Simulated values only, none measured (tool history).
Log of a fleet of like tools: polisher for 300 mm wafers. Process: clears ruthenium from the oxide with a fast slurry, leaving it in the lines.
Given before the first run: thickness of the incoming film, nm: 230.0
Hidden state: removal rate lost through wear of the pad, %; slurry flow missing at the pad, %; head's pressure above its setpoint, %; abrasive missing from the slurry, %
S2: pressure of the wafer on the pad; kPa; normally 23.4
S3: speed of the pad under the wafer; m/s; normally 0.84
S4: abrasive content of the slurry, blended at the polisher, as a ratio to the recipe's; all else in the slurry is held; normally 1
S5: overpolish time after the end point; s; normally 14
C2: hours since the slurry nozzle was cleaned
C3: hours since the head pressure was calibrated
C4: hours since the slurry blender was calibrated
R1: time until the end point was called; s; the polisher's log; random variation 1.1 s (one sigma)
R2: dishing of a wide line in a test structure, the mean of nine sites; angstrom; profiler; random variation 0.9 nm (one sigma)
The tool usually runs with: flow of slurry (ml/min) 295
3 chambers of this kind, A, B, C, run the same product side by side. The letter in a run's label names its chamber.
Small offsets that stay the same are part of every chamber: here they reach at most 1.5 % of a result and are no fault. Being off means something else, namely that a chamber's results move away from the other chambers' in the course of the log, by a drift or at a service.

-- hour=1.4 chamber B: worn pad replaced by a new one
-- hour=4.9 chamber C: slurry blender recalibrated
run 1B hour=9.1 | flow_of_slurry_(ml/min)=295 S2=23.4 S3=0.84 S4=1 S5=14 | wafers_polished_on_this_pad=98 C2=482.6 C3=254 C4=237.1 | R1=55.797 R2=427.66
run 2A hour=15.9 | flow_of_slurry_(ml/min)=295 S2=23.4 S3=0.84 S4=1 S5=14 | wafers_polished_on_this_pad=488 C2=541.3 C3=644.3 C4=116.2 | R1=56.401 R2=433.42
run 3C hour=25.4 | flow_of_slurry_(ml/min)=295 S2=23.4 S3=0.84 S4=1 S5=14 | wafers_polished_on_this_pad=972 C2=270.3 C3=116.3 C4=20.6 | R1=53.087 R2=418.64
-- hour=30.5 chamber A: worn pad replaced by a new one
run 4A hour=31.3 | flow_of_slurry_(ml/min)=295 S2=23.4 S3=0.84 S4=1 S5=14 | wafers_polished_on_this_pad=11 C2=556.7 C3=659.7 C4=131.6 | R1=55.805 R2=428.41
run 5C hour=43.4 | flow_of_slurry_(ml/min)=295 S2=23.4 S3=0.84 S4=1 S5=14 | wafers_polished_on_this_pad=1201 C2=288.3 C3=134.3 C4=38.6 | R1=55.518 R2=431.4
run 6B hour=55.4 | flow_of_slurry_(ml/min)=295 S2=23.4 S3=0.84 S4=1 S5=14 | wafers_polished_on_this_pad=687 C2=528.9 C3=300.3 C4=283.4 | R1=55.476 R2=422.34
run 7C hour=62.9 | flow_of_slurry_(ml/min)=295 S2=23.4 S3=0.84 S4=1 S5=14 | wafers_polished_on_this_pad=1449 C2=307.8 C3=153.8 C4=58.1 | R1=55.599 R2=426.57
-- hour=66.8 chamber B: worn pad replaced by a new one
-- hour=70.2 chamber C: worn pad replaced by a new one
run 8B hour=72.6 | flow_of_slurry_(ml/min)=295 S2=23.4 S3=0.84 S4=1 S5=14 | wafers_polished_on_this_pad=74 C2=546.1 C3=317.5 C4=300.6 | R1=55.332 R2=427.36
-- hour=83.5 chamber A: worn pad replaced by a new one
run 9A hour=83.7 | flow_of_slurry_(ml/min)=295 S2=23.4 S3=0.84 S4=1 S5=14 | wafers_polished_on_this_pad=3 C2=609.1 C3=712.1 C4=184 | R1=55.241 R2=411.95
run 10A hour=95.4 | flow_of_slurry_(ml/min)=295 S2=23.4 S3=0.84 S4=1 S5=14 | wafers_polished_on_this_pad=152 C2=620.8 C3=723.8 C4=195.7 | R1=55.521 R2=408.7
run 11C hour=106.4 | flow_of_slurry_(ml/min)=295 S2=23.4 S3=0.84 S4=1 S5=14 | wafers_polished_on_this_pad=460 C2=351.3 C3=197.3 C4=101.6 | R1=55.241 R2=434.13
-- hour=112.8 chamber B: slurry nozzle cleaned
run 12B hour=113.2 | flow_of_slurry_(ml/min)=295 S2=23.4 S3=0.84 S4=1 S5=14 | wafers_polished_on_this_pad=590 C2=0.5 C3=358.1 C4=341.2 | R1=54.867 R2=421.81
run 13C hour=120.8 | flow_of_slurry_(ml/min)=295 S2=23.4 S3=0.84 S4=1 S5=14 | wafers_polished_on_this_pad=643 C2=365.7 C3=211.7 C4=116 | R1=55.177 R2=428.92
run 14A hour=133.3 | flow_of_slurry_(ml/min)=295 S2=23.4 S3=0.84 S4=1 S5=14 | wafers_polished_on_this_pad=633 C2=658.7 C3=761.7 C4=233.6 | R1=56.589 R2=433.4
-- hour=135.7 chamber B: worn pad replaced by a new one
-- hour=143.8 chamber A: worn pad replaced by a new one
run 15B hour=145 | flow_of_slurry_(ml/min)=295 S2=23.4 S3=0.84 S4=1 S5=14 | wafers_polished_on_this_pad=118 C2=32.3 C3=389.9 C4=373 | R1=55.095 R2=422.56
run 16C hour=152.3 | flow_of_slurry_(ml/min)=295 S2=23.4 S3=0.84 S4=1 S5=14 | wafers_polished_on_this_pad=1044 C2=397.2 C3=243.2 C4=147.5 | R1=54.272 R2=421.57
run 17A hour=162 | flow_of_slurry_(ml/min)=200 S2=23.4 S3=0.84 S4=1 S5=14 | wafers_polished_on_this_pad=232 C2=687.4 C3=790.4 C4=262.3 | R1=58.416 R2=404.93
run 18B hour=169.8 | flow_of_slurry_(ml/min)=200 S2=23.4 S3=0.84 S4=1 S5=14 | wafers_polished_on_this_pad=433 C2=57.1 C3=414.7 C4=397.8 | R1=59.411 R2=401.83
-- hour=177.3 chamber C: worn pad replaced by a new one
run 19C hour=181.2 | flow_of_slurry_(ml/min)=200 S2=23.4 S3=0.84 S4=1 S5=14 | wafers_polished_on_this_pad=49 C2=426.1 C3=272.1 C4=176.4 | R1=58.043 R2=421.66
-- hour=187.5 chamber A: slurry nozzle cleaned
run 20B hour=191.7 | flow_of_slurry_(ml/min)=295 S2=23.4 S3=0.84 S4=1 S5=14 | wafers_polished_on_this_pad=711 C2=79 C3=436.6 C4=419.7 | R1=56.323 R2=419.92
-- hour=198.5 chamber A: worn pad replaced by a new one
run 21A hour=201.4 | flow_of_slurry_(ml/min)=295 S2=23.4 S3=0.84 S4=1 S5=14 | wafers_polished_on_this_pad=36 C2=13.9 C3=829.8 C4=301.7 | R1=56.436 R2=413.94
-- hour=205.9 chamber B: worn pad replaced by a new one
-- hour=211.2 chamber A: slurry blender recalibrated
run 22A hour=211.2 | flow_of_slurry_(ml/min)=295 S2=23.4 S3=0.84 S4=1 S5=14 | wafers_polished_on_this_pad=161 C2=23.7 C3=839.6 C4=0.1 | R1=55.491 R2=440.28
run 23C hour=220.5 | flow_of_slurry_(ml/min)=295 S2=23.4 S3=0.84 S4=1 S5=14 | wafers_polished_on_this_pad=549 C2=465.4 C3=311.4 C4=215.7 | R1=56.404 R2=418.75
-- hour=224.2 chamber C: slurry blender recalibrated
run 24B hour=231.2 | flow_of_slurry_(ml/min)=295 S2=20.7 S3=0.84 S4=0.8 S5=14 | wafers_polished_on_this_pad=322 C2=118.5 C3=476.1 C4=459.2 | R1=69.746 R2=349.34
run 25A hour=240.5 | flow_of_slurry_(ml/min)=295 S2=20.7 S3=0.84 S4=0.8 S5=14 | wafers_polished_on_this_pad=533 C2=53 C3=868.9 C4=29.4 | R1=69.941 R2=361.42
run 26B hour=248.2 | flow_of_slurry_(ml/min)=295 S2=20.7 S3=0.84 S4=0.8 S5=14 | wafers_polished_on_this_pad=538 C2=135.5 C3=493.1 C4=476.2 | R1=71.34 R2=343.64
run 27C hour=254.1 | flow_of_slurry_(ml/min)=295 S2=23.4 S3=0.84 S4=1 S5=14 | wafers_polished_on_this_pad=976 C2=499 C3=345 C4=29.9 | R1=54.905 R2=423.99
run 28A hour=261.8 | flow_of_slurry_(ml/min)=295 S2=23.4 S3=0.84 S4=1 S5=14 | wafers_polished_on_this_pad=804 C2=74.3 C3=890.2 C4=50.7 | R1=55.433 R2=424.64
-- hour=266.7 chamber A: worn pad replaced by a new one
-- hour=268.7 chamber B: slurry blender recalibrated
run 29B hour=268.9 | flow_of_slurry_(ml/min)=295 S2=23.4 S3=0.84 S4=1 S5=14 | wafers_polished_on_this_pad=801 C2=156.2 C3=513.8 C4=0.2 | R1=54.676 R2=425.99
run 30C hour=280.6 | flow_of_slurry_(ml/min)=245 S2=23.4 S3=0.72 S4=1 S5=14 | wafers_polished_on_this_pad=1313 C2=525.5 C3=371.5 C4=56.4 | R1=67.119 R2=367.78
-- hour=284.3 chamber C: worn pad replaced by a new one
-- hour=285.7 chamber A: head pressure recalibrated
-- hour=287.6 chamber C: slurry nozzle cleaned
-- hour=288.3 chamber B: worn pad replaced by a new one
run 31A hour=290.1 | flow_of_slurry_(ml/min)=245 S2=23.4 S3=0.72 S4=1 S5=14 | wafers_polished_on_this_pad=297 C2=102.6 C3=4.4 C4=79 | R1=62.628 R2=367.27
run 32B hour=302.1 | flow_of_slurry_(ml/min)=245 S2=23.4 S3=0.72 S4=1 S5=14 | wafers_polished_on_this_pad=175 C2=189.4 C3=547 C4=33.4 | R1=65.232 R2=373.33
run 33C hour=309.8 | flow_of_slurry_(ml/min)=295 S2=23.4 S3=0.84 S4=1 S5=14 | wafers_polished_on_this_pad=325 C2=22.3 C3=400.7 C4=85.6 | R1=56.941 R2=433.47

Next, all 3 chambers run the settings below, one line each with question marks for the results. What does each chamber give?
run 34A hour=318.8 | flow_of_slurry_(ml/min)=295 S2=16.5 S3=0.84 S4=1 S5=14 | R1=? R2=?
run 34B hour=318.8 | flow_of_slurry_(ml/min)=295 S2=16.5 S3=0.84 S4=1 S5=14 | R1=? R2=?
run 34C hour=318.8 | flow_of_slurry_(ml/min)=295 S2=16.5 S3=0.84 S4=1 S5=14 | R1=? R2=?

run=34A R1=77.962 R2=311.67
run=34B R1=79.272 R2=311.24
run=34C R1=79.454 R2=309.06
